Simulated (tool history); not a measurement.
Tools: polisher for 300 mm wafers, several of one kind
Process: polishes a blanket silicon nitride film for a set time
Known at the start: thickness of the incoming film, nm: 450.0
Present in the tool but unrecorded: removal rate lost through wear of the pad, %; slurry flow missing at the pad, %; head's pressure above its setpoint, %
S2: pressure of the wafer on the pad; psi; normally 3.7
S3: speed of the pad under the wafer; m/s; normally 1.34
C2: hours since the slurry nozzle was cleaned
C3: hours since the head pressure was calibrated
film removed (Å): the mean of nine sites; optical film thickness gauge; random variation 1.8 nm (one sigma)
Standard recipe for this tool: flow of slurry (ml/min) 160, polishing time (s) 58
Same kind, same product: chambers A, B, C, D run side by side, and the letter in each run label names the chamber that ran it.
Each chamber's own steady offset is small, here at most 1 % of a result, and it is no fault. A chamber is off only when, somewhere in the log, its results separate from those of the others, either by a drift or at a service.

run 1C hour=5.1 | flow_of_slurry_(ml/min)=160 S2=3.7 S3=1.34 polishing_time_(s)=58 | wafers_polished_on_this_pad=651 C2=93.9 C3=667.9 | film_removed_(Å)=1499.0
-- hour=12.6 chamber A: worn pad replaced by a new one
-- hour=14.5 chamber C: worn pad replaced by a new one
run 2D hour=15.2 | flow_of_slurry_(ml/min)=160 S2=3.7 S3=1.34 polishing_time_(s)=58 | wafers_polished_on_this_pad=265 C2=594.7 C3=140.6 | film_removed_(Å)=1485.0
run 3A hour=20.5 | flow_of_slurry_(ml/min)=160 S2=3.7 S3=1.34 polishing_time_(s)=58 | wafers_polished_on_this_pad=85 C2=368.2 C3=833.0 | film_removed_(Å)=1493.3
run 4B hour=30.3 | flow_of_slurry_(ml/min)=160 S2=3.7 S3=1.34 polishing_time_(s)=58 | wafers_polished_on_this_pad=545 C2=79.8 C3=489.9 | film_removed_(Å)=1476.4
-- hour=39.8 chamber B: worn pad replaced by a new one
run 5A hour=39.8 | flow_of_slurry_(ml/min)=160 S2=3.7 S3=1.34 polishing_time_(s)=58 | wafers_polished_on_this_pad=294 C2=387.5 C3=852.3 | film_removed_(Å)=1525.1
run 6D hour=45.6 | flow_of_slurry_(ml/min)=200 S2=2.5 S3=1.34 polishing_time_(s)=58 | wafers_polished_on_this_pad=594 C2=625.1 C3=171.0 | film_removed_(Å)=1053.8
run 7B hour=55.8 | flow_of_slurry_(ml/min)=200 S2=2.5 S3=1.34 polishing_time_(s)=58 | wafers_polished_on_this_pad=174 C2=105.3 C3=515.4 | film_removed_(Å)=1038.3
run 8C hour=63.1 | flow_of_slurry_(ml/min)=200 S2=2.5 S3=1.34 polishing_time_(s)=58 | wafers_polished_on_this_pad=526 C2=151.9 C3=725.9 | film_removed_(Å)=1050.4
-- hour=67.2 chamber C: worn pad replaced by a new one
run 9A hour=69.1 | flow_of_slurry_(ml/min)=200 S2=2.5 S3=1.34 polishing_time_(s)=58 | wafers_polished_on_this_pad=612 C2=416.8 C3=881.6 | film_removed_(Å)=1043.3
run 10C hour=78.5 | flow_of_slurry_(ml/min)=160 S2=3.7 S3=1.34 polishing_time_(s)=58 | wafers_polished_on_this_pad=122 C2=167.3 C3=741.3 | film_removed_(Å)=1493.8
run 11D hour=87.5 | flow_of_slurry_(ml/min)=160 S2=3.7 S3=1.34 polishing_time_(s)=58 | wafers_polished_on_this_pad=1048 C2=667.0 C3=212.9 | film_removed_(Å)=1462.0
-- hour=91.6 chamber B: worn pad replaced by a new one
run 12B hour=96.5 | flow_of_slurry_(ml/min)=110 S2=3.7 S3=1.34 polishing_time_(s)=58 | wafers_polished_on_this_pad=53 C2=146.0 C3=556.1 | film_removed_(Å)=1352.8
run 13D hour=104.0 | flow_of_slurry_(ml/min)=110 S2=3.7 S3=1.34 polishing_time_(s)=58 | wafers_polished_on_this_pad=1227 C2=683.5 C3=229.4 | film_removed_(Å)=1340.1
-- hour=108.5 chamber A: head pressure recalibrated
run 14A hour=109.3 | flow_of_slurry_(ml/min)=110 S2=3.7 S3=1.34 polishing_time_(s)=58 | wafers_polished_on_this_pad=1048 C2=457.0 C3=0.8 | film_removed_(Å)=1415.4
run 15B hour=116.2 | flow_of_slurry_(ml/min)=110 S2=3.7 S3=1.34 polishing_time_(s)=58 | wafers_polished_on_this_pad=266 C2=165.7 C3=575.8 | film_removed_(Å)=1370.7
-- hour=119.7 chamber A: worn pad replaced by a new one
run 16C hour=122.7 | flow_of_slurry_(ml/min)=160 S2=3.7 S3=1.34 polishing_time_(s)=58 | wafers_polished_on_this_pad=601 C2=211.5 C3=785.5 | film_removed_(Å)=1450.1
run 17A hour=130.0 | flow_of_slurry_(ml/min)=160 S2=3.7 S3=1.34 polishing_time_(s)=58 | wafers_polished_on_this_pad=111 C2=477.7 C3=21.5 | film_removed_(Å)=1517.9
-- hour=137.5 chamber C: worn pad replaced by a new one
run 18B hour=138.1 | flow_of_slurry_(ml/min)=160 S2=3.7 S3=1.34 polishing_time_(s)=58 | wafers_polished_on_this_pad=504 C2=187.6 C3=597.7 | film_removed_(Å)=1461.6
run 19D hour=143.3 | flow_of_slurry_(ml/min)=160 S2=3.7 S3=1.34 polishing_time_(s)=58 | wafers_polished_on_this_pad=1653 C2=722.8 C3=268.7 | film_removed_(Å)=1432.7
-- hour=146.4 chamber B: worn pad replaced by a new one
run 20C hour=150.8 | flow_of_slurry_(ml/min)=160 S2=3.7 S3=1.34 polishing_time_(s)=58 | wafers_polished_on_this_pad=144 C2=239.6 C3=813.6 | film_removed_(Å)=1509.0
run 21B hour=159.3 | flow_of_slurry_(ml/min)=160 S2=3.7 S3=1.34 polishing_time_(s)=58 | wafers_polished_on_this_pad=140 C2=208.8 C3=618.9 | film_removed_(Å)=1498.2
run 22C hour=165.6 | flow_of_slurry_(ml/min)=160 S2=3.7 S3=1.34 polishing_time_(s)=58 | wafers_polished_on_this_pad=304 C2=254.4 C3=828.4 | film_removed_(Å)=1496.2
-- hour=166.5 chamber B: head pressure recalibrated
run 23A hour=175.0 | flow_of_slurry_(ml/min)=160 S2=3.7 S3=1.34 polishing_time_(s)=58 | wafers_polished_on_this_pad=599 C2=522.7 C3=66.5 | film_removed_(Å)=1487.4
run 24D hour=184.6 | flow_of_slurry_(ml/min)=160 S2=3.7 S3=1.34 polishing_time_(s)=58 | wafers_polished_on_this_pad=2101 C2=764.1 C3=310.0 | film_removed_(Å)=1361.0
-- hour=186.6 chamber C: head pressure recalibrated
-- hour=192.8 chamber C: worn pad replaced by a new one
run 25A hour=193.9 | flow_of_slurry_(ml/min)=180 S2=3.0 S3=1.34 polishing_time_(s)=58 | wafers_polished_on_this_pad=804 C2=541.6 C3=85.4 | film_removed_(Å)=1203.5
run 26B hour=202.7 | flow_of_slurry_(ml/min)=180 S2=3.0 S3=1.34 polishing_time_(s)=58 | wafers_polished_on_this_pad=610 C2=252.2 C3=36.2 | film_removed_(Å)=1213.0
-- hour=203.6 chamber B: worn pad replaced by a new one
run 27D hour=207.9 | flow_of_slurry_(ml/min)=180 S2=3.0 S3=1.34 polishing_time_(s)=58 | wafers_polished_on_this_pad=2353 C2=787.4 C3=333.3 | film_removed_(Å)=1149.9
run 28C hour=212.6 | flow_of_slurry_(ml/min)=180 S2=3.0 S3=1.34 polishing_time_(s)=58 | wafers_polished_on_this_pad=215 C2=301.4 C3=26.0 | film_removed_(Å)=1232.1
run 29D hour=221.8 | flow_of_slurry_(ml/min)=160 S2=3.7 S3=1.34 polishing_time_(s)=58 | wafers_polished_on_this_pad=2504 C2=801.3 C3=347.2 | film_removed_(Å)=1370.4
-- hour=222.9 chamber A: worn pad replaced by a new one
-- hour=226.9 chamber D: slurry nozzle cleaned
run 30B hour=229.2 | flow_of_slurry_(ml/min)=160 S2=3.7 S3=0.96 polishing_time_(s)=72 | wafers_polished_on_this_pad=277 C2=278.7 C3=62.7 | film_removed_(Å)=1402.8
run 31C hour=235.9 | flow_of_slurry_(ml/min)=160 S2=3.7 S3=0.96 polishing_time_(s)=72 | wafers_polished_on_this_pad=467 C2=324.7 C3=49.3 | film_removed_(Å)=1424.7
run 32A hour=241.0 | flow_of_slurry_(ml/min)=160 S2=3.7 S3=0.96 polishing_time_(s)=72 | wafers_polished_on_this_pad=196 C2=588.7 C3=132.5 | film_removed_(Å)=1476.5
run 33D hour=248.9 | flow_of_slurry_(ml/min)=160 S2=3.7 S3=0.96 polishing_time_(s)=72 | wafers_polished_on_this_pad=2798 C2=22.0 C3=374.3 | film_removed_(Å)=1253.5

For the next run the whole fleet of 4 chambers uses the same settings. Give each chamber's results:
run 34A hour=256.7 | flow_of_slurry_(ml/min)=160 S2=3.1 S3=1.34 polishing_time_(s)=58 | film_removed_(Å)=?
run 34B hour=256.7 | flow_of_slurry_(ml/min)=160 S2=3.1 S3=1.34 polishing_time_(s)=58 | film_removed_(Å)=?
run 34C hour=256.7 | flow_of_slurry_(ml/min)=160 S2=3.1 S3=1.34 polishing_time_(s)=58 | film_removed_(Å)=?
run 34D hour=256.7 | flow_of_slurry_(ml/min)=160 S2=3.1 S3=1.34 polishing_time_(s)=58 | film_removed_(Å)=?

run=34A film_removed_(Å)=1295.8
run=34B film_removed_(Å)=1221.6
run=34C film_removed_(Å)=1244.3
run=34D film_removed_(Å)=1143.3
